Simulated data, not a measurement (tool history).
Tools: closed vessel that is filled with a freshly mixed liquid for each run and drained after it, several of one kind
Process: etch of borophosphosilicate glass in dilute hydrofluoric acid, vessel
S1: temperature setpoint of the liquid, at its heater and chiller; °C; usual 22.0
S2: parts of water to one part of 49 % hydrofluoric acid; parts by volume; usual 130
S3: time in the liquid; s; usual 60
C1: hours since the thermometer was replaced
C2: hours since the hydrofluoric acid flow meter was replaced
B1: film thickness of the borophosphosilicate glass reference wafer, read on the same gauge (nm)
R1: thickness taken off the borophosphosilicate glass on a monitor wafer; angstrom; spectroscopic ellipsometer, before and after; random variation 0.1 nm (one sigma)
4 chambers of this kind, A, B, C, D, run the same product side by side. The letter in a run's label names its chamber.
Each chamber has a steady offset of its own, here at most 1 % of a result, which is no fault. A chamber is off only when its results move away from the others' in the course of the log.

Run 1B, day 0.146: usual settings; C1 2105.9; C2 225.1; B1 140.01. Result: R1 158.55 angstrom.
Run 2D, day 0.271: usual settings; C1 2290.4; C2 510.9; B1 140.01. Result: R1 153.32 angstrom.
Run 3A, day 0.550: usual settings; C1 650.9; C2 367.1; B1 139.99. Result: R1 153.48 angstrom.
Run 4C, day 0.679: usual settings; C1 911.8; C2 1380.5; B1 139.95. Result: R1 155.84 angstrom.
Run 5C, day 0.875: usual settings; C1 916.5; C2 1385.2; B1 139.94. Result: R1 155.13 angstrom.
Run 6A, day 1.138: usual settings; C1 665.0; C2 381.2; B1 140.00. Result: R1 154.68 angstrom.
Run 7D, day 1.329: usual settings; C1 2315.8; C2 536.3; B1 139.97. Result: R1 154.54 angstrom.
Run 8B, day 1.600: usual settings; C1 2140.8; C2 260.0; B1 139.96. Result: R1 157.08 angstrom.
Run 9D, day 1.883: usual settings; C1 2329.1; C2 549.6; B1 139.98. Result: R1 153.45 angstrom.
Run 10A, day 2.008: usual settings; C1 685.9; C2 402.1; B1 140.06. Result: R1 154.21 angstrom.
At day 2.221: chamber A: thermometer replaced.
Run 11C, day 2.283: usual settings; C1 950.3; C2 1419.0; B1 140.03. Result: R1 153.96 angstrom.
Run 12B, day 2.408: usual settings; C1 2160.2; C2 279.4; B1 139.97. Result: R1 154.17 angstrom.
Run 13A, day 2.658: usual settings; C1 10.6; C2 417.7; B1 140.02. Result: R1 152.90 angstrom.
Run 14C, day 2.854: usual settings but S2 190 parts by volume, S3 80 s; C1 964.0; C2 1432.7; B1 140.02. Result: R1 131.32 angstrom.
Run 15B, day 3.042: usual settings but S2 190 parts by volume, S3 80 s; C1 2175.4; C2 294.6; B1 140.00. Result: R1 133.53 angstrom.
Run 16D, day 3.233: usual settings but S2 190 parts by volume, S3 80 s; C1 2361.5; C2 582.0; B1 140.02. Result: R1 131.37 angstrom.
Run 17A, day 3.421: usual settings but S2 190 parts by volume, S3 80 s; C1 28.9; C2 436.0; B1 139.98. Result: R1 130.50 angstrom.
Run 18D, day 3.696: usual settings; C1 2372.6; C2 593.1; B1 140.03. Result: R1 151.02 angstrom.
Run 19B, day 3.892: usual settings; C1 2195.8; C2 315.0; B1 140.04. Result: R1 153.81 angstrom.
Run 20C, day 4.125: usual settings; C1 994.5; C2 1463.2; B1 140.03. Result: R1 154.68 angstrom.
Run 21B, day 4.312: usual settings but S1 25.5 °C; C1 2205.9; C2 325.1; B1 139.98. Result: R1 179.68 angstrom.
Run 22C, day 4.538: usual settings but S1 25.5 °C; C1 1004.4; C2 1473.1; B1 139.97. Result: R1 177.81 angstrom.
Run 23A, day 4.667: usual settings but S1 25.5 °C; C1 58.8; C2 465.9; B1 140.00. Result: R1 174.05 angstrom.
Run 24D, day 4.921: usual settings but S1 25.5 °C; C1 2402.0; C2 622.5; B1 139.97. Result: R1 168.96 angstrom.
Run 25A, day 5.071: usual settings; C1 68.5; C2 475.6; B1 140.00. Result: R1 156.19 angstrom.
Run 26D, day 5.338: usual settings but S3 85 s; C1 2412.0; C2 632.5; B1 140.04. Result: R1 207.73 angstrom.
Run 27B, day 5.596: usual settings but S3 85 s; C1 2236.7; C2 355.9; B1 139.98. Result: R1 219.73 angstrom.
Run 28C, day 5.838: usual settings but S3 85 s; C1 1035.6; C2 1504.3; B1 140.01. Result: R1 220.03 angstrom.
Run 29D, day 6.079: usual settings but S3 85 s; C1 2429.8; C2 650.3; B1 140.04. Result: R1 205.10 angstrom.
Run 30A, day 6.242: usual settings; C1 96.6; C2 503.7; B1 140.00. Result: R1 152.84 angstrom.
Run 31B, day 6.438: usual settings; C1 2256.9; C2 376.1; B1 140.01. Result: R1 155.31 angstrom.
Run 32C, day 6.621: usual settings; C1 1054.4; C2 1523.1; B1 139.98. Result: R1 156.24 angstrom.
Run 33C, day 6.838: usual settings; C1 1059.6; C2 1528.3; B1 139.96. Result: R1 156.83 angstrom.
Run 34A, day 6.971: usual settings; C1 114.1; C2 521.2; B1 140.00. Result: R1 153.84 angstrom.
Run 35D, day 7.217: usual settings; C1 2457.1; C2 677.6; B1 140.02. Result: R1 142.37 angstrom.
Run 36B, day 7.371: usual settings; C1 2279.3; C2 398.5; B1 140.00. Result: R1 155.74 angstrom.

Next, every chamber runs the same settings. What will each give?
Run 37A, day 7.579: usual settings. Result: R1 ?.
Run 37B, day 7.579: usual settings. Result: R1 ?.
Run 37C, day 7.579: usual settings. Result: R1 ?.
Run 37D, day 7.579: usual settings. Result: R1 ?.

run      R1
37A  154.02
37B  156.59
37C  155.61
37D  140.00
